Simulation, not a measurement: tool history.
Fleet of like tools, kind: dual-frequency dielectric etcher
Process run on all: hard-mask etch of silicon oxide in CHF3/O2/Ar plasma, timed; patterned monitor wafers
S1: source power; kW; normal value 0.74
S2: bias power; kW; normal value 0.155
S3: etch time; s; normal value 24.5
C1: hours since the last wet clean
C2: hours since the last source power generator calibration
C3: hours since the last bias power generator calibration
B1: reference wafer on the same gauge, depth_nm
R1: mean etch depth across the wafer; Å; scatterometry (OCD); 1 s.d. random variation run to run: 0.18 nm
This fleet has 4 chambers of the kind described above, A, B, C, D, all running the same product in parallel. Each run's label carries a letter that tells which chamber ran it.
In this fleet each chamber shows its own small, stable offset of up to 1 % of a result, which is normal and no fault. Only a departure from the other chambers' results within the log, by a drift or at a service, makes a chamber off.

run   hour    S1     S2    S3     C1      C2      C3      B1      R1
 1A    8.2  0.74  0.155  24.5  205.7  2134.3  1014.9  59.473  505.43
 2D   16.7  0.74  0.155  24.5  103.8     729     962   59.33  502.93
 3C   22.8  0.74  0.155  24.5    558    1540  2611.9  59.404  508.02
 4B   28.4  0.74  0.155  24.5  325.8    2326   163.1  59.387  497.99
 5B   34.2  0.74  0.155  24.5  331.6  2331.8   168.9  59.414  503.55
 6C   41.2  0.74  0.155  24.5  576.4  1558.4  2630.3  59.389  504.04
 7D   50.1  0.74  0.155  24.5  137.2   762.4   995.4  59.379  499.03
 8A   57.1  0.74  0.155  24.5  254.6  2183.2  1063.8   59.47   500.5
 9B   62.6  0.74  0.155  24.5    360  2360.2   197.3  59.434  499.87
10A   70.1  0.74  0.155  24.5  267.6  2196.2  1076.8  59.436  503.25
11C   76.6  0.74  0.155  24.5  611.8  1593.8  2665.7  59.394  503.54
12D   84.3  0.74  0.155  24.5  171.4   796.6  1029.6  59.424  506.49
13A     91  0.74  0.155  24.5  288.5  2217.1  1097.7  59.378  503.28
14B   99.5  0.74  0.155  24.5  396.9  2397.1   234.2   59.42  498.01
15C  104.2  0.74  0.155  24.5  639.4  1621.4  2693.3  59.439  504.08
     105.5  -- chamber C: wet clean of the chamber
16D  113.2  0.74  0.181  24.5  200.3   825.5  1058.5  59.375  528.54
17D  121.9  0.74  0.181  24.5    209   834.2  1067.2  59.419  530.06
18C  128.2  0.74  0.181  24.5   22.8  1645.4  2717.3   59.46  542.13
19A  137.3  0.74  0.181  24.5  334.8  2263.4    1144   59.41  525.35
20B  144.9  0.74  0.155  24.5  442.3  2442.5   279.6  59.404  499.24
21D  153.4  0.74  0.155  24.5  240.5   865.7  1098.7  59.422  503.54
22B    163  0.74  0.155  24.5  460.4  2460.6   297.7  59.422  502.22
23C  171.3  0.84  0.155  24.5   65.9  1688.5  2760.4  59.355   540.1
24A  179.9  0.84  0.155  24.5  377.4    2306  1186.6  59.395  526.19
25B    185  0.84  0.155  24.5  482.4  2482.6   319.7  59.437  524.62
26C  191.4  0.84  0.155  24.5     86  1708.6  2780.5  59.435  543.74
27D  198.6  0.84  0.155    30  285.7   910.9  1143.9  59.402  644.77
28A  204.9  0.84  0.155    30  402.4    2331  1211.6  59.402  644.24
29C  211.3  0.84  0.155    30  105.9  1728.5  2800.4  59.366  660.65

Which is it: a chamber that has drifted or been left off by a service, a gauge drift common to all chambers, or only each chamber's usual small offset? If a chamber is off, name it and its likeliest cause.

A service left chamber C off against the others.
Likeliest cause: etch rate over this chamber's usual, % = 2.32.

Which of the 4 candidates below, each the usual settings with something changed and its results left as question marks, puts chamber C back in line with what the other chambers give on the usual settings?
In-line tolerance around the mean of the other chambers on the usual settings: R1 6.4 Å
30C-1  218.3  0.77  0.161  24.5                   ?
30C-2  218.3  0.74  0.155    26                   ?
30C-3  218.3  0.73  0.153  23.5                   ?
30C-4  218.3  0.74  0.141  24.5                   ?

On the usual settings, the other chambers give on average: R1 501.93 Å
  run      R1
30C-1  531.52
30C-2  548.77
30C-3  491.36
30C-4  501.93
Change 30C-4 lands the chamber within the allowed miss of the other chambers.

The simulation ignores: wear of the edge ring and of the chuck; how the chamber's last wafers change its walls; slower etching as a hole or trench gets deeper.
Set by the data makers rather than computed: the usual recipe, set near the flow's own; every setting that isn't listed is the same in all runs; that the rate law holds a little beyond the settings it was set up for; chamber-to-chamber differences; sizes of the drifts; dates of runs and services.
